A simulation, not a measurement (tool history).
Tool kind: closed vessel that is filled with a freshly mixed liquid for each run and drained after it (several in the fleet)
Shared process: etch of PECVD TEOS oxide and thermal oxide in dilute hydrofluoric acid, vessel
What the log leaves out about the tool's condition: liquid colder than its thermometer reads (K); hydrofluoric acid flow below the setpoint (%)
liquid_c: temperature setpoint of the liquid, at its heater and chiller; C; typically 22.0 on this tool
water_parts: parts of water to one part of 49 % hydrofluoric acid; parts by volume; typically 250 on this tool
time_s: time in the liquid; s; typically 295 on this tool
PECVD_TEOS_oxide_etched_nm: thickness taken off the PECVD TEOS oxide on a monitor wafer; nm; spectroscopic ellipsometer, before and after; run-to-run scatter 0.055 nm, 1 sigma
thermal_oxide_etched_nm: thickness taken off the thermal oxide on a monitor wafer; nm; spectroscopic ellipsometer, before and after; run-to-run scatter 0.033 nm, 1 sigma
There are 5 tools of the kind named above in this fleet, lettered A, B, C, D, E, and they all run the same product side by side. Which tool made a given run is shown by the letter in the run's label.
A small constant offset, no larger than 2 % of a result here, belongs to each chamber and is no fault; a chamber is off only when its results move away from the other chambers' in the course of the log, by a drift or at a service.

| run | hour | liquid_c | water_parts | time_s | hours since the thermometer was replaced | hours since the hydrofluoric acid flow meter was replaced | read-back film thickness of the PECVD TEOS oxide reference wafer, read on the same gauge (nm) | read-back film thickness of the thermal oxide reference wafer, read on the same gauge (nm) | PECVD_TEOS_oxide_etched_nm | thermal_oxide_etched_nm |
|---|---|---|---|---|---|---|---|---|---|---|
| 1D | 8.5 | 22.0 | 250 | 295 | 1614.9 | 289.8 | 140.02 | 150.00 | 8.9648 | 4.2093 |
| 2C | 18.4 | 22.0 | 250 | 295 | 241.1 | 2096.7 | 140.07 | 150.02 | 8.9593 | 4.2523 |
| 3E | 25.5 | 22.0 | 250 | 295 | 610.1 | 724.7 | 139.98 | 150.03 | 9.1942 | 4.2175 |
| 4A | 30.9 | 22.0 | 250 | 295 | 90.7 | 1550.3 | 140.03 | 149.99 | 9.0251 | 4.3279 |
| 5B | 38.1 | 22.0 | 250 | 295 | 1880.7 | 1926.8 | 140.01 | 149.99 | 9.0929 | 4.2313 |
| 6A | 43.7 | 22.0 | 250 | 295 | 103.5 | 1563.1 | 140.04 | 150.00 | 9.1135 | 4.2797 |
| 7C | 51.4 | 22.0 | 250 | 295 | 274.1 | 2129.7 | 140.01 | 149.99 | 9.0484 | 4.2044 |
| 8B | 57.0 | 25.0 | 250 | 295 | 1899.6 | 1945.7 | 140.02 | 149.99 | 10.1810 | 4.6733 |
| 9E | 64.7 | 25.0 | 250 | 295 | 649.3 | 763.9 | 140.00 | 150.02 | 10.1580 | 4.6675 |
| 10D | 70.9 | 25.0 | 250 | 295 | 1677.3 | 352.2 | 140.02 | 150.00 | 9.9888 | 4.7011 |
| 11C | 77.8 | 25.0 | 250 | 295 | 300.5 | 2156.1 | 140.00 | 150.02 | 9.9720 | 4.7573 |
| 12B | 82.3 | 25.0 | 250 | 295 | 1924.9 | 1971.0 | 140.03 | 150.04 | 10.1610 | 4.6837 |
| 13D | 89.0 | 26.5 | 310 | 295 | 1695.4 | 370.3 | 139.98 | 150.00 | 8.0343 | 3.7497 |
| 14E | 94.4 | 26.5 | 310 | 295 | 679.0 | 793.6 | 139.98 | 150.00 | 8.1017 | 3.7760 |
| 15A | 99.6 | 26.5 | 310 | 295 | 159.4 | 1619.0 | 140.03 | 150.00 | 8.0718 | 3.8105 |
| 16D | 109.3 | 26.5 | 310 | 295 | 1715.7 | 390.6 | 140.03 | 150.00 | 7.9928 | 3.7258 |
| 17A | 116.0 | 26.5 | 310 | 295 | 175.8 | 1635.4 | 140.01 | 150.00 | 8.0674 | 3.7850 |
| 18C | 121.9 | 22.0 | 250 | 295 | 344.6 | 2200.2 | 140.00 | 150.01 | 8.9841 | 4.1938 |
| 19B | 127.5 | 22.0 | 250 | 430 | 1970.1 | 2016.2 | 140.03 | 150.03 | 13.2200 | 6.0875 |
| 20E | 134.6 | 22.0 | 250 | 430 | 719.2 | 833.8 | 140.00 | 150.00 | 13.0690 | 6.2536 |
| 21E | 144.5 | 22.0 | 250 | 430 | 729.1 | 843.7 | 140.03 | 149.98 | 13.1970 | 6.2875 |
| 22A | 152.5 | 22.0 | 250 | 430 | 212.3 | 1671.9 | 139.99 | 149.98 | 13.2290 | 6.2752 |
|  | 154.9 | chamber E: thermometer replaced |
| 23B | 158.4 | 22.0 | 250 | 430 | 2001.0 | 2047.1 | 139.96 | 150.01 | 13.1840 | 6.1237 |
|  | 161.4 | chamber A: hydrofluoric acid flow meter replaced |
| 24D | 163.4 | 22.0 | 250 | 295 | 1769.8 | 444.7 | 140.01 | 149.99 | 8.9419 | 4.2112 |
|  | 167.0 | chamber D: hydrofluoric acid flow meter replaced |
| 25C | 169.2 | 22.0 | 250 | 295 | 391.9 | 2247.5 | 140.01 | 150.00 | 9.0981 | 4.2203 |
| 26E | 174.7 | 22.0 | 250 | 295 | 19.9 | 873.9 | 139.98 | 150.01 | 9.0320 | 4.2517 |
| 27D | 183.2 | 22.0 | 250 | 295 | 1789.6 | 16.2 | 139.98 | 150.01 | 8.9413 | 4.2378 |
| 28B | 193.4 | 22.0 | 250 | 295 | 2036.0 | 2082.1 | 140.02 | 150.00 | 9.0127 | 4.2259 |
| 29C | 200.3 | 22.0 | 250 | 295 | 423.0 | 2278.6 | 139.98 | 149.98 | 9.0635 | 4.2012 |
| 30A | 210.0 | 22.0 | 250 | 295 | 269.8 | 48.7 | 140.01 | 150.03 | 9.0089 | 4.3252 |
| 31D | 218.4 | 22.0 | 250 | 295 | 1824.8 | 51.4 | 139.99 | 150.02 | 8.9907 | 4.2147 |
| 32B | 226.9 | 20.0 | 250 | 295 | 2069.5 | 2115.6 | 139.98 | 150.01 | 8.3822 | 3.8698 |
| 33E | 232.8 | 20.0 | 250 | 295 | 78.0 | 932.0 | 140.02 | 149.99 | 8.4804 | 3.9655 |
| 34C | 241.7 | 20.0 | 250 | 295 | 464.4 | 2320.0 | 139.97 | 150.00 | 8.3764 | 3.9723 |
| 35A | 247.7 | 20.0 | 250 | 295 | 307.5 | 86.4 | 139.98 | 150.00 | 8.3578 | 3.9111 |
| 36C | 254.5 | 20.0 | 250 | 295 | 477.2 | 2332.8 | 140.01 | 150.00 | 8.3142 | 3.9075 |
| 37E | 262.6 | 22.0 | 250 | 295 | 107.8 | 961.8 | 140.01 | 150.02 | 9.0440 | 4.2407 |
| 38B | 268.7 | 22.0 | 250 | 295 | 2111.3 | 2157.4 | 140.01 | 150.02 | 8.9845 | 4.1866 |
| 39A | 274.9 | 22.0 | 250 | 295 | 334.7 | 113.6 | 139.98 | 150.00 | 8.9983 | 4.2614 |
| 40D | 282.4 | 22.0 | 250 | 295 | 1888.8 | 115.4 | 140.02 | 150.00 | 8.9236 | 4.1974 |
| 41C | 292.7 | 22.0 | 250 | 295 | 515.4 | 2371.0 | 139.97 | 150.01 | 9.0121 | 4.2220 |

Predict what each chamber gives when all 5 of them run the settings below next.
| 42A | 300.2 | 20.5 | 250 | 295 |  |  |  |  | ? | ? |
| 42B | 300.2 | 20.5 | 250 | 295 |  |  |  |  | ? | ? |
| 42C | 300.2 | 20.5 | 250 | 295 |  |  |  |  | ? | ? |
| 42D | 300.2 | 20.5 | 250 | 295 |  |  |  |  | ? | ? |
| 42E | 300.2 | 20.5 | 250 | 295 |  |  |  |  | ? | ? |

| run | PECVD_TEOS_oxide_etched_nm | thermal_oxide_etched_nm |
|---|---|---|
| 42A | 8.6105 | 4.0310 |
| 42B | 8.5799 | 4.0085 |
| 42C | 8.6024 | 3.9705 |
| 42D | 8.4726 | 3.9766 |
| 42E | 8.5394 | 4.0070 |

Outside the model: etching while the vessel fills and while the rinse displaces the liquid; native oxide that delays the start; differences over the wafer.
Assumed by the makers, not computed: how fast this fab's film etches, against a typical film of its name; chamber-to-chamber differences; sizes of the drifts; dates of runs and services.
